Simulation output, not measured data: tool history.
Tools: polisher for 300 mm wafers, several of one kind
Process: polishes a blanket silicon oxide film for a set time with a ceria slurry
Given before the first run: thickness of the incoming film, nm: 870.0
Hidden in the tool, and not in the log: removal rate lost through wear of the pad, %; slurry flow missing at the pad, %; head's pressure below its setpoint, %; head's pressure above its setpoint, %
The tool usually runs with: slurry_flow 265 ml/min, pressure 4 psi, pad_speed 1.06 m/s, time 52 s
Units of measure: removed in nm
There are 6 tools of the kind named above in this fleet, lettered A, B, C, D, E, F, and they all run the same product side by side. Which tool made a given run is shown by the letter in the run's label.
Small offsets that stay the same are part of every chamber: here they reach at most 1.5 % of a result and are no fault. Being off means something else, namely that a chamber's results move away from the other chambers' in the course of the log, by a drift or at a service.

run   hour  slurry_flow  pressure  pad_speed  time  wafers polished on this pad  hours since the slurry nozzle was cleaned  hours since the head pressure was calibrated  removed
 1D    5.9          265         4       1.06    52                          966                                       90.3                                         275.4   320.14
       9.8  -- chamber D: worn pad replaced by a new one
 2E   12.4          265         4       1.06    52                          289                                      170.8                                         965.5   317.55
 3C   18.9          265         4       1.06    52                          272                                        205                                         346.2   319.76
 4B   23.5          265         4       1.06    52                          790                                      302.7                                         269.5   325.67
      24.9  -- chamber B: worn pad replaced by a new one
      30.2  -- chamber F: worn pad replaced by a new one
 5F   31.5          265       2.7       1.06    62                           12                                      328.7                                         186.4   261.66
 6A     38          265       2.7       1.06    62                          669                                      392.8                                         850.8   254.95
 7B   42.3          265       2.7       1.06    62                          157                                      321.5                                         288.3   262.53
 8D   46.7          265       2.7       1.06    62                          334                                      131.1                                         316.2   264.91
      47.4  -- chamber C: worn pad replaced by a new one
 9E   50.8          265       2.7       1.06    62                          637                                      209.2                                        1003.9   263.66
10C   58.2          265       2.7       1.06    62                           98                                      244.3                                         385.5   259.16
11F   62.9          265         4       1.06    52                          296                                      360.1                                         217.8   315.17
12A   68.3          265         4       1.06    52                          944                                      423.1                                         881.1   326.63
      70.6  -- chamber A: worn pad replaced by a new one
13B     73          265         4       1.06    52                          435                                      352.2                                           319   325.96
14E   76.6          265         4       1.06    52                          870                                        235                                        1029.7    320.8
15C   83.9          265         4       0.82    52                          330                                        270                                         411.2   244.72
16F   88.7          265         4       0.82    52                          529                                      385.9                                         243.6   251.08
17D   93.1          265         4       0.82    52                          754                                      177.5                                         362.6   244.91
18A     99          265         4       0.82    52                          257                                      453.8                                         911.8   245.34
19B  104.4          265         4       0.82    52                          719                                      383.6                                         350.4   241.54
     105.7  -- chamber E: head pressure recalibrated
       106  -- chamber C: worn pad replaced by a new one
     107.6  -- chamber F: worn pad replaced by a new one
20E  111.3          265         4       0.82    52                         1184                                      269.7                                           5.7   239.23
21A  115.7          265         4       1.06    52                          408                                      470.5                                         928.5   315.11
     117.4  -- chamber B: worn pad replaced by a new one
22F  123.6          265         4       1.06    52                          145                                      420.8                                         278.5   323.38
23C  130.1          265         4       1.06    52                          218                                      316.2                                         457.4   318.68
24D  134.3          265         4       1.06    52                         1126                                      218.7                                         403.8   323.23
     137.4  -- chamber E: worn pad replaced by a new one
25E  138.7          265         4       1.06    52                           12                                      297.1                                          33.1   320.14
26D  143.1          265         4       1.06    52                         1206                                      227.5                                         412.6   314.97
     143.4  -- chamber D: worn pad replaced by a new one
27F  150.1          265         5       1.06    52                          384                                      447.3                                           305   386.87
28C  158.2          265         5       1.06    52                          472                                      344.3                                         485.5   399.53
29B  163.7          265         5       1.06    52                          419                                      442.9                                         409.7   406.58
30A  167.4          265         5       1.06    52                          876                                      522.2                                         980.2   400.95
31F  171.5          265         5       1.06    52                          578                                      468.7                                         326.4   390.79
     173.8  -- chamber A: worn pad replaced by a new one
     174.2  -- chamber C: worn pad replaced by a new one
     178.7  -- chamber F: worn pad replaced by a new one
32C  178.7          265         5       1.06    52                           40                                      364.8                                           506   392.27
33E  184.2          265         4       1.06    52                          424                                      342.6                                          78.6   312.21
34A  189.1          265         4       1.06    52                          138                                      543.9                                        1001.9   325.32
35D  195.1          265         4       1.06    52                          468                                      279.5                                         464.6   317.87
36B    201          185       5.3       1.06    52                          756                                      480.2                                           447    413.3
37F  205.9          185       5.3       1.06    52                          246                                      503.1                                         360.8    398.8
     207.5  -- chamber B: worn pad replaced by a new one
     211.6  -- chamber C: slurry nozzle cleaned
38C  213.3          185       5.3       1.06    52                          353                                        1.8                                         540.6   407.78
39A  219.3          185       5.3       1.06    52                          411                                      574.1                                        1032.1   410.76
40B  226.9          185       5.3       1.06    52                          176                                      506.1                                         472.9   407.66

Has any chamber moved away from the others, gradually or after a service, or does the common gauge drift, or do the chambers differ only by their own small steady offsets? State the chamber and the most likely cause if one applies.

Neither any chamber nor the gauge drifts; the chambers differ only by their own small, steady offsets.
